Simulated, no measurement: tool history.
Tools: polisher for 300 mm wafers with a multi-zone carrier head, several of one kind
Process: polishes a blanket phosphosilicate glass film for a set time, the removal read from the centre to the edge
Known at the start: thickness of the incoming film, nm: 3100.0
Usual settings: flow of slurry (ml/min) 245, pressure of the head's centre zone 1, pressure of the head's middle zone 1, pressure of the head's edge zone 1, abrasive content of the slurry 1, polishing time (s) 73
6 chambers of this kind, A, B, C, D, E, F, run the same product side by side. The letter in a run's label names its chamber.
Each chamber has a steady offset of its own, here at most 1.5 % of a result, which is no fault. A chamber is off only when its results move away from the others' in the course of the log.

run,day,flow of slurry (ml/min),pressure of the head's centre zone,pressure of the head's middle zone,pressure of the head's edge zone,abrasive content of the slurry,polishing time (s),film removed at the wafer's centre (angstrom),film removed at mid-radius (angstrom),film removed at the wafer's edge (angstrom)
# day 0.283: chamber B: worn pad replaced by a new one
# day 0.296: chamber D: worn pad replaced by a new one
1C,0.454,245,1,1,1,1,73,9292.9,9665.4,9528.3
# day 0.733: chamber A: worn pad replaced by a new one
# day 0.871: chamber F: slurry nozzle cleaned
2A,1.067,245,1,1,1,1,73,9558.1,9712.4,9590
# day 1.079: chamber C: worn pad replaced by a new one
# day 1.154: chamber F: worn pad replaced by a new one
# day 1.279: chamber C: centre zone pressure recalibrated
3E,1.375,245,1,1,1,1,73,9568.5,9475.2,9648.6
# day 1.5: chamber E: worn pad replaced by a new one
# day 1.662: chamber A: slurry nozzle cleaned
4B,1.662,245,1,1,1,1,73,9450.1,9638.9,9354
5D,2.012,245,1,1,1,1,73,9610,9407.7,9378.9
6F,2.442,245,1,1,1,1,73,9493.2,9522.5,9701
7D,2.858,245,1,1,1,1,73,9802.6,9475.5,9754.6
8A,3.179,245,1,1,1,1.2,73,10220,10232,10574
# day 3.546: chamber D: worn pad replaced by a new one
9F,3.629,245,1,1,1,1.2,73,10462,10111,10209
# day 3.654: chamber A: worn pad replaced by a new one
# day 4.154: chamber B: worn pad replaced by a new one
10E,4.183,245,1,1,1,1.2,73,10494,10445,10449
# day 4.467: chamber D: slurry nozzle cleaned
# day 4.671: chamber E: worn pad replaced by a new one
11B,4.696,245,1,1,1,1.2,73,10184,10452,10326
12C,5.133,245,1,1,1,1.2,73,10435,10421,10439
# day 5.404: chamber C: worn pad replaced by a new one
13A,5.521,245,1,1,1,1.2,73,10310,10309,10427
14C,5.971,245,1,1,1,1,73,9599,9492.6,9539.4
# day 6.321: chamber F: worn pad replaced by a new one
15D,6.458,245,1,1,1,1,73,9641.8,9491.9,9683
16F,6.912,245,1,1,1,1,73,9627.7,9290.7,9622.8
# day 6.929: chamber C: slurry nozzle cleaned
# day 7.188: chamber A: worn pad replaced by a new one
17B,7.292,245,1,1,1,1,73,9488.6,9356.7,9352.8
# day 7.321: chamber D: worn pad replaced by a new one
# day 7.446: chamber B: worn pad replaced by a new one
# day 7.65: chamber B: centre zone pressure recalibrated
18E,7.812,245,1,1,1,1,73,10024,9626.8,9862.5
19F,8.271,245,0.95,1,1,1,88,10814,11160,11127
# day 8.392: chamber E: worn pad replaced by a new one
20B,8.696,245,0.95,1,1,1,88,11071,11673,11558
# day 8.871: chamber C: worn pad replaced by a new one
21A,9.129,245,0.95,1,1,1,88,10866,11573,11444
22D,9.708,245,0.95,1,1,1,88,11147,11655,11592
# day 9.796: chamber F: centre zone pressure recalibrated
# day 10.05: chamber A: slurry nozzle cleaned
23C,10.212,245,0.95,1,1,1,88,10732,11637,11350
# day 10.508: chamber B: worn pad replaced by a new one
# day 10.521: chamber A: worn pad replaced by a new one
# day 10.542: chamber F: worn pad replaced by a new one
24E,10.579,245,0.95,1,1,1,88,11196,11707,11558
# day 10.938: chamber D: worn pad replaced by a new one
# day 10.988: chamber D: centre zone pressure recalibrated
25A,11.192,180,1,1,1.06,1,73,9060.7,9252.9,9653.2
# day 11.492: chamber E: worn pad replaced by a new one
26C,11.567,180,1,1,1.06,1,73,9324.1,9133.1,9606.8
# day 11.75: chamber B: edge zone pressure recalibrated
27B,12.05,180,1,1,1.06,1,73,9050,9118.7,9462.2
# day 12.242: chamber C: worn pad replaced by a new one
28F,12.542,180,1,1,1.06,1,73,9111.2,8964.4,9402.4
# day 12.792: chamber B: slurry nozzle cleaned
29D,12.833,180,1,1,1.06,1,73,8103.5,8939.5,9476.1
30E,13.188,180,1,1,1.06,1,73,9222.5,9145.7,9843.7
# day 13.621: chamber B: worn pad replaced by a new one
31E,13.662,245,1,1,1,1,73,9877,9637.5,9673.8
32D,14.083,245,1,1,1,1,73,8350.5,9519.2,9338.9
# day 14.125: chamber A: worn pad replaced by a new one
33C,14.425,245,1,1,1,1,73,9419.4,9682.5,9741.5
# day 14.788: chamber D: worn pad replaced by a new one
34B,14.933,245,1,1,1,1,73,9683.7,9433.6,9540.6
35F,15.367,245,1,1,1,1,73,9709.6,9473,9664.4
36A,15.708,245,1,1,1,1,73,9651.2,9493,9729
# day 15.833: chamber F: worn pad replaced by a new one
37D,16.258,245,1,1,1,1,73,8515.8,9710.5,9368.5
38F,16.633,245,1,1,1,1,73,9438,9657.7,9926.4
39A,17.075,245,1,1,1,1,73,9531.2,9649.8,9457.9

What goes on in this fleet: one chamber off, a drifting gauge, or nothing beyond the chambers' own small offsets? Name the chamber and the cause, if any.

A service left chamber D off against the others.
Cause: centre zone's pressure below its setpoint, % = 10.2.

Here are 4 candidates for chamber D's next run, each the usual settings with a change, their results left as question marks. Which one brings its results back in line with what the others give on the usual settings?
In line means no further than this from the other chambers' mean on the usual settings: film removed at the wafer's centre (angstrom) 450; film removed at mid-radius (angstrom) 320; film removed at the wafer's edge (angstrom) 490
40D-1,17.529,245,1.03,0.99,0.99,1,73,?,?,?
40D-2,17.529,240,0.91,1.02,1.03,1,72,?,?,?
40D-3,17.529,250,1.09,0.98,0.97,1,74,?,?,?
40D-4,17.529,245,0.97,1.01,1.01,1,73,?,?,?

The other chambers' mean on the usual settings: film removed at the wafer's centre (angstrom) 9557.3; film removed at mid-radius (angstrom) 9552.1; film removed at the wafer's edge (angstrom) 9577.1
run,film removed at the wafer's centre (angstrom),film removed at mid-radius (angstrom),film removed at the wafer's edge (angstrom)
40D-1,8678.6,9361.3,9501.6
40D-2,7453.1,9467.1,9549.2
40D-3,9381.5,9423.8,9547.9
40D-4,8129.1,9535.5,9600.7
40D-3 brings the chamber back in line.

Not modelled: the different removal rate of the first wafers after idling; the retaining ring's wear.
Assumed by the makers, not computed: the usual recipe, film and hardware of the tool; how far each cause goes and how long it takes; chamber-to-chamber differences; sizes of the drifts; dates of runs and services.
